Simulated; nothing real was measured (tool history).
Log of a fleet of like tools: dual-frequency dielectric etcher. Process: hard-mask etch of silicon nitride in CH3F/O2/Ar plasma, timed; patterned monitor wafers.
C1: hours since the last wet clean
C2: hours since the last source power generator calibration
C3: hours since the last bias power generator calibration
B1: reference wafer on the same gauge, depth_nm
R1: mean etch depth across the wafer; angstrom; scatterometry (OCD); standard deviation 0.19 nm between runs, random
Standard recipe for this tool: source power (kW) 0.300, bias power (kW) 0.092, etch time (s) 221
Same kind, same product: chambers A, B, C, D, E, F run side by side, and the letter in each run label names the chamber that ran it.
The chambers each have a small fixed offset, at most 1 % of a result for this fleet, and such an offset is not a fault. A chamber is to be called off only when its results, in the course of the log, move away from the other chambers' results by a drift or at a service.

run 1A hour=5.9 | source_power_(kW)=0.300 bias_power_(kW)=0.092 etch_time_(s)=221 | C1=151.6 C2=1653.4 C3=914.8 | B1=159.01 | R1=1519.0
run 2F hour=13.2 | source_power_(kW)=0.300 bias_power_(kW)=0.092 etch_time_(s)=221 | C1=264.9 C2=365.8 C3=1338.8 | B1=158.89 | R1=1511.0
run 3C hour=18.2 | source_power_(kW)=0.300 bias_power_(kW)=0.092 etch_time_(s)=221 | C1=232.3 C2=354.8 C3=4129.0 | B1=158.96 | R1=1516.8
run 4D hour=25.2 | source_power_(kW)=0.300 bias_power_(kW)=0.092 etch_time_(s)=221 | C1=207.2 C2=55.8 C3=519.0 | B1=158.90 | R1=1524.0
run 5B hour=30.9 | source_power_(kW)=0.300 bias_power_(kW)=0.092 etch_time_(s)=221 | C1=348.3 C2=2187.5 C3=698.5 | B1=158.87 | R1=1522.2
run 6E hour=35.2 | source_power_(kW)=0.300 bias_power_(kW)=0.092 etch_time_(s)=221 | C1=329.7 C2=769.8 C3=2287.4 | B1=158.89 | R1=1525.6
run 7B hour=39.7 | source_power_(kW)=0.300 bias_power_(kW)=0.092 etch_time_(s)=221 | C1=357.1 C2=2196.3 C3=707.3 | B1=158.87 | R1=1521.8
run 8F hour=46.8 | source_power_(kW)=0.300 bias_power_(kW)=0.092 etch_time_(s)=221 | C1=298.5 C2=399.4 C3=1372.4 | B1=158.83 | R1=1507.2
run 9D hour=53.3 | source_power_(kW)=0.300 bias_power_(kW)=0.092 etch_time_(s)=221 | C1=235.3 C2=83.9 C3=547.1 | B1=158.83 | R1=1524.6
run 10A hour=60.6 | source_power_(kW)=0.300 bias_power_(kW)=0.092 etch_time_(s)=221 | C1=206.3 C2=1708.1 C3=969.5 | B1=158.76 | R1=1515.4
run 11E hour=65.3 | source_power_(kW)=0.300 bias_power_(kW)=0.092 etch_time_(s)=221 | C1=359.8 C2=799.9 C3=2317.5 | B1=158.82 | R1=1524.1
run 12C hour=69.0 | source_power_(kW)=0.300 bias_power_(kW)=0.092 etch_time_(s)=221 | C1=283.1 C2=405.6 C3=4179.8 | B1=158.76 | R1=1516.0
run 13B hour=75.9 | source_power_(kW)=0.300 bias_power_(kW)=0.092 etch_time_(s)=221 | C1=393.3 C2=2232.5 C3=743.5 | B1=158.72 | R1=1519.9
-- hour=80.9 chamber E: wet clean of the chamber
run 14D hour=81.1 | source_power_(kW)=0.300 bias_power_(kW)=0.092 etch_time_(s)=221 | C1=263.1 C2=111.7 C3=574.9 | B1=158.73 | R1=1523.7
run 15A hour=85.0 | source_power_(kW)=0.300 bias_power_(kW)=0.092 etch_time_(s)=221 | C1=230.7 C2=1732.5 C3=993.9 | B1=158.69 | R1=1514.9
run 16C hour=92.8 | source_power_(kW)=0.300 bias_power_(kW)=0.092 etch_time_(s)=221 | C1=306.9 C2=429.4 C3=4203.6 | B1=158.68 | R1=1514.2
run 17F hour=97.9 | source_power_(kW)=0.300 bias_power_(kW)=0.092 etch_time_(s)=221 | C1=349.6 C2=450.5 C3=1423.5 | B1=158.65 | R1=1509.3
run 18E hour=102.6 | source_power_(kW)=0.300 bias_power_(kW)=0.092 etch_time_(s)=221 | C1=21.8 C2=837.2 C3=2354.8 | B1=158.58 | R1=1523.6
run 19A hour=108.1 | source_power_(kW)=0.300 bias_power_(kW)=0.092 etch_time_(s)=221 | C1=253.8 C2=1755.6 C3=1017.0 | B1=158.55 | R1=1513.9
run 20F hour=113.4 | source_power_(kW)=0.300 bias_power_(kW)=0.092 etch_time_(s)=221 | C1=365.1 C2=466.0 C3=1439.0 | B1=158.57 | R1=1504.3
run 21D hour=117.9 | source_power_(kW)=0.300 bias_power_(kW)=0.092 etch_time_(s)=221 | C1=299.9 C2=148.5 C3=611.7 | B1=158.51 | R1=1519.6
run 22C hour=124.6 | source_power_(kW)=0.300 bias_power_(kW)=0.092 etch_time_(s)=221 | C1=338.7 C2=461.2 C3=4235.4 | B1=158.58 | R1=1510.5
run 23B hour=130.0 | source_power_(kW)=0.300 bias_power_(kW)=0.092 etch_time_(s)=221 | C1=447.4 C2=2286.6 C3=797.6 | B1=158.54 | R1=1523.0
-- hour=132.1 chamber B: wet clean of the chamber
run 24E hour=134.8 | source_power_(kW)=0.240 bias_power_(kW)=0.077 etch_time_(s)=221 | C1=54.0 C2=869.4 C3=2387.0 | B1=158.53 | R1=1311.4
run 25D hour=140.4 | source_power_(kW)=0.240 bias_power_(kW)=0.077 etch_time_(s)=221 | C1=322.4 C2=171.0 C3=634.2 | B1=158.45 | R1=1309.7
run 26F hour=144.7 | source_power_(kW)=0.240 bias_power_(kW)=0.077 etch_time_(s)=221 | C1=396.4 C2=497.3 C3=1470.3 | B1=158.48 | R1=1299.5
run 27C hour=148.8 | source_power_(kW)=0.240 bias_power_(kW)=0.077 etch_time_(s)=221 | C1=362.9 C2=485.4 C3=4259.6 | B1=158.43 | R1=1309.8
run 28B hour=154.2 | source_power_(kW)=0.240 bias_power_(kW)=0.077 etch_time_(s)=221 | C1=22.2 C2=2310.8 C3=821.8 | B1=158.44 | R1=1308.1
run 29A hour=159.6 | source_power_(kW)=0.240 bias_power_(kW)=0.077 etch_time_(s)=221 | C1=305.3 C2=1807.1 C3=1068.5 | B1=158.40 | R1=1301.8
run 30E hour=166.1 | source_power_(kW)=0.300 bias_power_(kW)=0.092 etch_time_(s)=221 | C1=85.3 C2=900.7 C3=2418.3 | B1=158.40 | R1=1524.1
run 31E hour=171.2 | source_power_(kW)=0.300 bias_power_(kW)=0.092 etch_time_(s)=272 | C1=90.4 C2=905.8 C3=2423.4 | B1=158.39 | R1=1872.6
run 32D hour=178.0 | source_power_(kW)=0.300 bias_power_(kW)=0.092 etch_time_(s)=272 | C1=360.0 C2=208.6 C3=671.8 | B1=158.36 | R1=1870.8
run 33C hour=183.1 | source_power_(kW)=0.300 bias_power_(kW)=0.092 etch_time_(s)=272 | C1=397.2 C2=519.7 C3=4293.9 | B1=158.39 | R1=1861.9
run 34A hour=187.1 | source_power_(kW)=0.300 bias_power_(kW)=0.092 etch_time_(s)=272 | C1=332.8 C2=1834.6 C3=1096.0 | B1=158.32 | R1=1858.0
run 35F hour=194.2 | source_power_(kW)=0.300 bias_power_(kW)=0.092 etch_time_(s)=272 | C1=445.9 C2=546.8 C3=1519.8 | B1=158.32 | R1=1848.8
run 36B hour=200.4 | source_power_(kW)=0.300 bias_power_(kW)=0.092 etch_time_(s)=272 | C1=68.4 C2=2357.0 C3=868.0 | B1=158.26 | R1=1862.8
run 37D hour=205.5 | source_power_(kW)=0.300 bias_power_(kW)=0.092 etch_time_(s)=221 | C1=387.5 C2=236.1 C3=699.3 | B1=158.17 | R1=1520.0
run 38E hour=209.3 | source_power_(kW)=0.300 bias_power_(kW)=0.092 etch_time_(s)=221 | C1=128.5 C2=943.9 C3=2461.5 | B1=158.28 | R1=1522.8
run 39B hour=213.6 | source_power_(kW)=0.300 bias_power_(kW)=0.092 etch_time_(s)=221 | C1=81.6 C2=2370.2 C3=881.2 | B1=158.25 | R1=1512.4

All chambers now run identical settings, listed one chamber a line with results as question marks. What results will each chamber show?
run 40A hour=219.2 | source_power_(kW)=0.300 bias_power_(kW)=0.092 etch_time_(s)=221 | R1=?
run 40B hour=219.2 | source_power_(kW)=0.300 bias_power_(kW)=0.092 etch_time_(s)=221 | R1=?
run 40C hour=219.2 | source_power_(kW)=0.300 bias_power_(kW)=0.092 etch_time_(s)=221 | R1=?
run 40D hour=219.2 | source_power_(kW)=0.300 bias_power_(kW)=0.092 etch_time_(s)=221 | R1=?
run 40E hour=219.2 | source_power_(kW)=0.300 bias_power_(kW)=0.092 etch_time_(s)=221 | R1=?
run 40F hour=219.2 | source_power_(kW)=0.300 bias_power_(kW)=0.092 etch_time_(s)=221 | R1=?

run=40A R1=1508.4
run=40B R1=1513.3
run=40C R1=1514.0
run=40D R1=1518.4
run=40E R1=1517.5
run=40F R1=1502.1
